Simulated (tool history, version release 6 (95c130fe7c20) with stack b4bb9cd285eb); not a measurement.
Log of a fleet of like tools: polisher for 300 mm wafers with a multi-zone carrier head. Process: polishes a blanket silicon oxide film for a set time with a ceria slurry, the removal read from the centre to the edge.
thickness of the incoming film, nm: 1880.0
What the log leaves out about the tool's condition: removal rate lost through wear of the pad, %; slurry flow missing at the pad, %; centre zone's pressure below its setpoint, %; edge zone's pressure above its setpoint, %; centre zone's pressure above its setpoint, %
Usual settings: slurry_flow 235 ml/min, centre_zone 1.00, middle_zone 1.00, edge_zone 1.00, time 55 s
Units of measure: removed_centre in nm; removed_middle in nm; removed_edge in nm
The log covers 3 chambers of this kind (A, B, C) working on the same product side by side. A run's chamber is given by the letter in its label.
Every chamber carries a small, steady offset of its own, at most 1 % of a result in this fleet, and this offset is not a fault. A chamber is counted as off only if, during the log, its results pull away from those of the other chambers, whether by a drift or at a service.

run	hour	slurry_flow	centre_zone	middle_zone	edge_zone	time	wafers polished on this pad	hours since the slurry nozzle was cleaned	hours since the centre zone pressure was calibrated	hours since the edge zone pressure was calibrated	removed_centre	removed_middle	removed_edge
# hour 3.5: chamber B: worn pad replaced by a new one
1A	4.7	235	1.00	1.00	1.00	55	97	340.3	49.8	298.5	165.36	164.40	163.33
2C	9.1	235	1.00	1.00	1.00	55	180	105.6	469.3	475.8	164.98	159.88	160.84
3B	12.6	235	1.00	1.00	1.00	55	130	455.7	332.8	66.4	162.97	164.32	161.05
4B	15.7	235	1.00	1.00	1.00	55	174	458.8	335.9	69.5	163.77	161.23	161.29
5C	20.7	235	1.00	1.00	1.00	55	344	117.2	480.9	487.4	158.58	160.83	163.63
6A	26.3	235	1.00	1.00	1.00	55	404	361.9	71.4	320.1	161.61	164.25	168.10
7A	32.4	235	1.00	1.00	1.00	55	490	368.0	77.5	326.2	163.34	163.00	165.54
8C	36.2	235	1.00	1.07	1.00	55	565	132.7	496.4	502.9	164.26	175.93	161.79
9B	40.0	235	1.00	1.07	1.00	55	519	483.1	360.2	93.8	159.80	178.33	159.83
10A	43.3	235	1.00	1.07	1.00	55	645	378.9	88.4	337.1	159.35	173.40	164.59
11B	47.2	205	1.00	1.00	1.00	55	621	490.3	367.4	101.0	158.98	158.47	159.08
12C	50.4	205	1.00	1.00	1.00	55	766	146.9	510.6	517.1	158.77	161.61	164.51
13B	54.4	205	1.00	1.00	1.00	55	723	497.5	374.6	108.2	160.90	161.65	161.21
# hour 57.1: chamber A: worn pad replaced by a new one
14C	57.9	235	1.00	1.00	1.00	55	873	154.4	518.1	524.6	160.61	160.60	164.63
15A	62.9	235	1.00	1.00	1.00	55	83	398.5	108.0	356.7	164.36	164.80	165.24
# hour 63.6: chamber C: worn pad replaced by a new one
16B	67.8	235	1.00	1.00	1.00	55	914	510.9	388.0	121.6	164.75	162.71	165.82
# hour 68.0: chamber C: edge zone pressure recalibrated
17A	72.1	235	1.00	1.00	1.00	55	214	407.7	117.2	365.9	163.85	168.10	163.19
18C	74.9	235	1.00	1.00	1.00	55	161	171.4	535.1	7.0	160.47	161.26	162.50
19A	80.1	235	1.00	1.00	1.00	55	328	415.7	125.2	373.9	162.64	164.68	165.49
20B	85.7	235	1.00	1.00	1.00	55	1168	528.8	405.9	139.5	163.41	158.80	162.42
21C	90.7	235	1.00	1.00	1.00	55	385	187.2	550.9	22.8	159.59	163.06	162.88
22C	95.4	205	1.00	1.00	1.00	71	452	191.9	555.6	27.5	204.02	202.87	208.12
23B	99.1	205	1.00	1.00	1.00	71	1358	542.2	419.3	152.9	203.28	202.38	210.52
24A	103.4	205	1.00	1.00	1.00	71	658	439.0	148.5	397.2	204.17	206.36	204.83
25B	107.2	235	1.00	1.00	1.00	55	1473	550.3	427.4	161.0	162.88	160.90	163.94
# hour 109.2: chamber B: worn pad replaced by a new one
26C	109.9	235	1.00	1.00	1.00	55	658	206.4	570.1	42.0	161.94	160.78	163.01
27A	115.8	235	1.00	1.00	1.00	55	834	451.4	160.9	409.6	162.33	167.34	166.54
# hour 120.1: chamber C: worn pad replaced by a new one
28A	120.1	235	1.00	1.00	1.00	55	896	455.7	165.2	413.9	161.07	161.12	162.15
# hour 120.5: chamber A: worn pad replaced by a new one
29C	125.8	235	1.00	1.00	1.00	55	81	222.3	586.0	57.9	157.94	166.75	162.70
30B	128.8	235	1.00	1.00	1.00	55	279	571.9	449.0	182.6	162.05	162.90	165.35
31B	133.0	235	1.00	1.00	1.00	55	339	576.1	453.2	186.8	163.03	167.63	164.49
32A	138.7	235	1.00	1.00	1.00	55	259	474.3	183.8	432.5	163.64	168.05	160.12
33C	144.4	235	1.00	1.00	1.00	55	345	240.9	604.6	76.5	161.20	162.02	158.26
34C	147.8	235	1.00	1.00	1.00	55	394	244.3	608.0	79.9	158.76	157.55	159.92
35A	152.8	235	1.09	1.00	1.09	55	459	488.4	197.9	446.6	177.61	161.91	168.65
36B	158.0	235	1.09	1.00	1.09	55	694	601.1	478.2	211.8	179.91	162.19	172.74
37A	163.0	235	1.09	1.00	1.09	55	604	498.6	208.1	456.8	178.83	164.03	169.97
38B	168.9	235	1.00	1.00	1.00	55	849	612.0	489.1	222.7	160.94	160.01	163.47
39C	172.1	235	1.00	1.00	1.00	55	739	268.6	632.3	104.2	166.14	164.93	165.16

Has any chamber moved away from the others, gradually or after a service, or does the common gauge drift, or do the chambers differ only by their own small steady offsets? State the chamber and the most likely cause if one applies.

No chamber is off and the gauge is stable; the differences are just each chamber's small, constant offset.
